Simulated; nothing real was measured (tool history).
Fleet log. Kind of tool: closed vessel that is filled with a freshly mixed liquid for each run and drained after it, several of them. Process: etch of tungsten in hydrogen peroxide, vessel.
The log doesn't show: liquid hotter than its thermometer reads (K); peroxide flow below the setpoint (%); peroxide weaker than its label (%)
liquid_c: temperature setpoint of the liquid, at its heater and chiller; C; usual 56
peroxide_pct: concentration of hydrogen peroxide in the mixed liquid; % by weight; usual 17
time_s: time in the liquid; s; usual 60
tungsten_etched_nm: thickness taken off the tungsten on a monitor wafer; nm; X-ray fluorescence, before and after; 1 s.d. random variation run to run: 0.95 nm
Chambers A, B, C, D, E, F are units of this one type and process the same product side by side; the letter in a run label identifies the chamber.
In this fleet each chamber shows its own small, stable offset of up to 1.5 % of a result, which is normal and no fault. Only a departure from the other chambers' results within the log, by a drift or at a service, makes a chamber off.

run	hour	liquid_c	peroxide_pct	time_s	hours since the thermometer was replaced	hours since the peroxide flow meter was replaced	hours since the drum of peroxide was connected	read-back film thickness of the tungsten reference wafer, read on the same gauge (nm)	tungsten_etched_nm
# hour 4.4: chamber D: new drum of peroxide connected
1C	9.4	56	17	60	601.1	1632.6	795.1	69.985	220.53
2D	17.1	56	17	60	99	789	12.8	70.04	220.19
3A	27	56	17	60	1362.5	154.6	703.4	69.994	225.18
# hour 30.8: chamber B: new drum of peroxide connected
4E	34.2	56	17	60	1160.9	450.1	856	69.997	226.23
5B	42.5	56	17	60	943.1	949.6	11.7	70.018	221.09
6F	49.4	56	17	60	136.8	59.8	276.6	69.994	220.1
7B	54.4	56	17	60	955	961.5	23.6	69.946	221.85
8F	59.7	56	17	60	147.1	70.1	286.9	69.994	220.75
9D	67.4	56	17	60	149.3	839.3	63.1	69.98	221.16
10C	75.7	56	17	40	667.4	1698.9	861.4	69.968	147.03
11A	84.4	56	17	40	1419.9	212	760.8	69.971	150.45
12E	93.6	56	17	40	1220.3	509.5	915.4	69.946	148.9
13F	99.5	56	17	40	186.9	109.9	326.7	69.971	146.68
14A	104.2	56	17	40	1439.7	231.8	780.6	69.965	150.61
15B	111.5	56	17	40	1012.1	1018.6	80.7	69.976	148.56
16D	117.8	56	17	60	199.7	889.7	113.5	69.991	220.25
17C	126.3	56	17	60	718	1749.5	912	69.988	219.84
18E	131.3	56	17	60	1258	547.2	953.1	69.978	224.2
# hour 140.6: chamber A: new drum of peroxide connected
19B	141.6	56	17	60	1042.2	1048.7	110.8	69.972	219.33
20E	150.6	56	17	60	1277.3	566.5	972.4	70.012	223.76
# hour 152.9: chamber D: peroxide flow meter replaced
21D	159.4	56	17	60	241.3	6.5	155.1	70.013	221.31
22F	168.3	56	17	60	255.7	178.7	395.5	70.015	221.25
23C	178.4	56	17	60	770.1	1801.6	964.1	70.065	217.16
24A	187.6	56	17	60	1523.1	315.2	47.1	69.987	222.73
25F	195.9	59.5	14	60	283.3	206.3	423.1	69.996	243.42
26D	201.6	59.5	14	60	283.5	48.7	197.3	70.024	246.04
27A	207.7	59.5	14	60	1543.2	335.3	67.2	69.985	251.02
28B	214.6	59.5	14	60	1115.2	1121.7	183.8	69.984	247.34
29E	221	59.5	14	60	1347.7	636.9	1042.8	70.036	250.31
30C	226	59.5	14	60	817.7	1849.2	1011.7	69.995	239.74
# hour 227.5: chamber C: peroxide flow meter replaced
31B	232.8	56	17	60	1133.4	1139.9	202	69.987	222.66
32D	238.5	56	17	30	320.4	85.6	234.2	69.99	110.38
33A	245.6	56	17	30	1581.1	373.2	105.1	69.987	112.22
34F	254.1	56	17	30	341.5	264.5	481.3	70.001	109.79
35C	260.2	56	17	30	851.9	32.7	1045.9	69.989	106.94
36E	267.8	56	17	30	1394.5	683.7	1089.6	70.005	112.01
37E	276.2	56	17	30	1402.9	692.1	1098	70.004	112.11
38F	281	56	17	60	368.4	291.4	508.2	69.99	219.98
39A	285.7	56	17	60	1621.2	413.3	145.2	69.978	225.14
40D	295	56	17	60	376.9	142.1	290.7	69.985	223.03
41C	299.8	56	15	50	891.5	72.3	1085.5	70.055	166.24
42B	310.2	56	15	50	1210.8	1217.3	279.4	70.023	172.97
43B	316.8	56	15	50	1217.4	1223.9	286	69.972	171.76
44D	322.3	56	15	50	404.2	169.4	318	70.007	173.53

Decide between three cases: one chamber stands off from its peers, the gauge reading all wafers drifts, or nothing is wrong past each chamber's small offset. Where a chamber is off, say which and what most likely put it there.

Little by little, chamber C moves away from the other chambers.
Cause: peroxide weaker than its label (%) = 7.5.
The log may not tell that from: liquid colder than its thermometer reads (K).

Chamber C could run next with any of the 4 candidate recipes listed below; each alters the usual settings, and their results appear as question marks. Which one brings its results back in line with what the other chambers deliver on the usual settings?
In line means no further than this from the other chambers' mean on the usual settings: tungsten_etched_nm 3.3 nm
45C-1	329.8	56	17.5	60					?
45C-2	329.8	56	18.5	60					?
45C-3	329.8	56	16.5	60					?
45C-4	329.8	56	15.5	60					?

Usual-settings mean across the other chambers: tungsten_etched_nm 222.28 nm
run	tungsten_etched_nm
45C-1	215.08
45C-2	221.09
45C-3	208.89
45C-4	202.51
45C-2 is the one that brings the chamber's results back in line with the other chambers.
